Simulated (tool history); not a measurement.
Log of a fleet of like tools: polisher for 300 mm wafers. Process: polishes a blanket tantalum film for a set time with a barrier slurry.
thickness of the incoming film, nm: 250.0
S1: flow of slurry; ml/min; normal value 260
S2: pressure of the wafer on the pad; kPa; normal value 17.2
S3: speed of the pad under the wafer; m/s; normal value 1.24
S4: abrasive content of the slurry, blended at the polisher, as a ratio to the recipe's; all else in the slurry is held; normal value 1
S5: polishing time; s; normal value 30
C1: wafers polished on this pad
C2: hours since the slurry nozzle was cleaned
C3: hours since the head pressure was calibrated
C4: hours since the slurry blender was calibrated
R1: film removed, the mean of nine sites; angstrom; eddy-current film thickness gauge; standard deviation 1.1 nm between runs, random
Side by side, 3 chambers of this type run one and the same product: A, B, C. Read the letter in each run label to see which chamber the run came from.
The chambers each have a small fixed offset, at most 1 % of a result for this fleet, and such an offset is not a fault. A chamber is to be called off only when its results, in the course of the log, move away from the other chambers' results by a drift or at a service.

| run | hour | S1 | S2 | S3 | S4 | S5 | C1 | C2 | C3 | C4 | R1 |
|---|---|---|---|---|---|---|---|---|---|---|---|
| 1A | 8.2 | 260 | 17.2 | 1.24 | 1 | 30 | 628 | 27.9 | 840.5 | 97.4 | 765.41 |
|  | 12.1 | chamber C: worn pad replaced by a new one |
| 2C | 16.4 | 260 | 17.2 | 1.24 | 1 | 30 | 65 | 124.6 | 364.6 | 159.6 | 750.05 |
| 3B | 23.2 | 260 | 17.2 | 1.24 | 1 | 30 | 361 | 170 | 1402.9 | 67.8 | 755.32 |
| 4B | 32.2 | 260 | 17.2 | 1.24 | 1 | 30 | 495 | 179 | 1411.9 | 76.8 | 754.27 |
| 5A | 39 | 260 | 17.2 | 1.24 | 1 | 30 | 1090 | 58.7 | 871.3 | 128.2 | 784.56 |
|  | 43.9 | chamber B: worn pad replaced by a new one |
| 6C | 44.7 | 260 | 17.2 | 1.24 | 1 | 30 | 489 | 152.9 | 392.9 | 187.9 | 754.92 |
|  | 49.4 | chamber A: slurry blender recalibrated |
| 7C | 53 | 260 | 17.2 | 1.24 | 0.85 | 30 | 614 | 161.2 | 401.2 | 196.2 | 715.58 |
|  | 53.2 | chamber A: head pressure recalibrated |
| 8B | 62.9 | 260 | 17.2 | 1.24 | 0.85 | 30 | 284 | 209.7 | 1442.6 | 107.5 | 716.42 |
|  | 69.2 | chamber C: worn pad replaced by a new one |
|  | 70.1 | chamber A: worn pad replaced by a new one |
| 9A | 72.3 | 260 | 17.2 | 1.24 | 0.85 | 30 | 34 | 92 | 19.2 | 23 | 727.44 |
| 10C | 83 | 260 | 17.2 | 1.24 | 1 | 30 | 207 | 191.2 | 431.2 | 226.2 | 754.41 |
| 11B | 89.6 | 260 | 17.2 | 1.24 | 1 | 30 | 684 | 236.4 | 1469.3 | 134.2 | 762.51 |
|  | 96.5 | chamber B: worn pad replaced by a new one |
| 12A | 99 | 260 | 17.2 | 0.9 | 1 | 30 | 434 | 118.7 | 45.9 | 49.7 | 552.34 |
| 13B | 107.5 | 260 | 17.2 | 0.9 | 1 | 30 | 166 | 254.3 | 1487.2 | 152.1 | 541.45 |
| 14A | 113.8 | 260 | 17.2 | 0.9 | 1 | 30 | 656 | 133.5 | 60.7 | 64.5 | 540.58 |
| 15C | 120.3 | 340 | 17.2 | 1.24 | 0.9 | 30 | 766 | 228.5 | 468.5 | 263.5 | 713.59 |
| 16B | 129.6 | 340 | 17.2 | 1.24 | 0.9 | 30 | 497 | 276.4 | 1509.3 | 174.2 | 741.8 |
|  | 129.7 | chamber C: worn pad replaced by a new one |
|  | 134.2 | chamber B: head pressure recalibrated |
|  | 139.9 | chamber B: worn pad replaced by a new one |
| 17C | 141.8 | 340 | 17.2 | 1.24 | 0.9 | 30 | 181 | 250 | 490 | 285 | 733.27 |
| 18A | 153 | 260 | 17.2 | 1.24 | 1 | 30 | 1243 | 172.7 | 99.9 | 103.7 | 740.43 |
|  | 157 | chamber A: worn pad replaced by a new one |
| 19B | 160.7 | 260 | 17.2 | 1.24 | 1 | 30 | 312 | 307.5 | 26.6 | 205.3 | 761.35 |
|  | 171.1 | chamber A: slurry blender recalibrated |
| 20A | 172.3 | 300 | 13.8 | 1.24 | 1 | 30 | 229 | 192 | 119.2 | 1.3 | 620.34 |
| 21C | 184.6 | 300 | 13.8 | 1.24 | 1 | 30 | 822 | 292.8 | 532.8 | 327.8 | 556.7 |
|  | 186.8 | chamber C: worn pad replaced by a new one |
|  | 191.8 | chamber B: worn pad replaced by a new one |
| 22C | 196.6 | 300 | 13.8 | 1.24 | 1 | 30 | 148 | 304.8 | 544.8 | 339.8 | 549.06 |
| 23B | 203.5 | 260 | 17.2 | 1.24 | 1 | 30 | 175 | 350.3 | 69.4 | 248.1 | 778.8 |
| 24A | 210.2 | 260 | 17.2 | 1.24 | 1 | 36 | 797 | 229.9 | 157.1 | 39.2 | 907.98 |
| 25A | 218.2 | 260 | 17.2 | 1.24 | 1 | 36 | 916 | 237.9 | 165.1 | 47.2 | 903.22 |
| 26C | 229.7 | 260 | 17.2 | 1.24 | 1 | 36 | 643 | 337.9 | 577.9 | 372.9 | 799.69 |

The same settings go to every chamber for the next run, one line per chamber below. Forecast the results for each:
| 27A | 238.9 | 330 | 17.2 | 1.24 | 1 | 30 |  |  |  |  | ? |
| 27B | 238.9 | 330 | 17.2 | 1.24 | 1 | 30 |  |  |  |  | ? |
| 27C | 238.9 | 330 | 17.2 | 1.24 | 1 | 30 |  |  |  |  | ? |

| run | R1 |
|---|---|
| 27A | 767.63 |
| 27B | 765.1 |
| 27C | 689.08 |
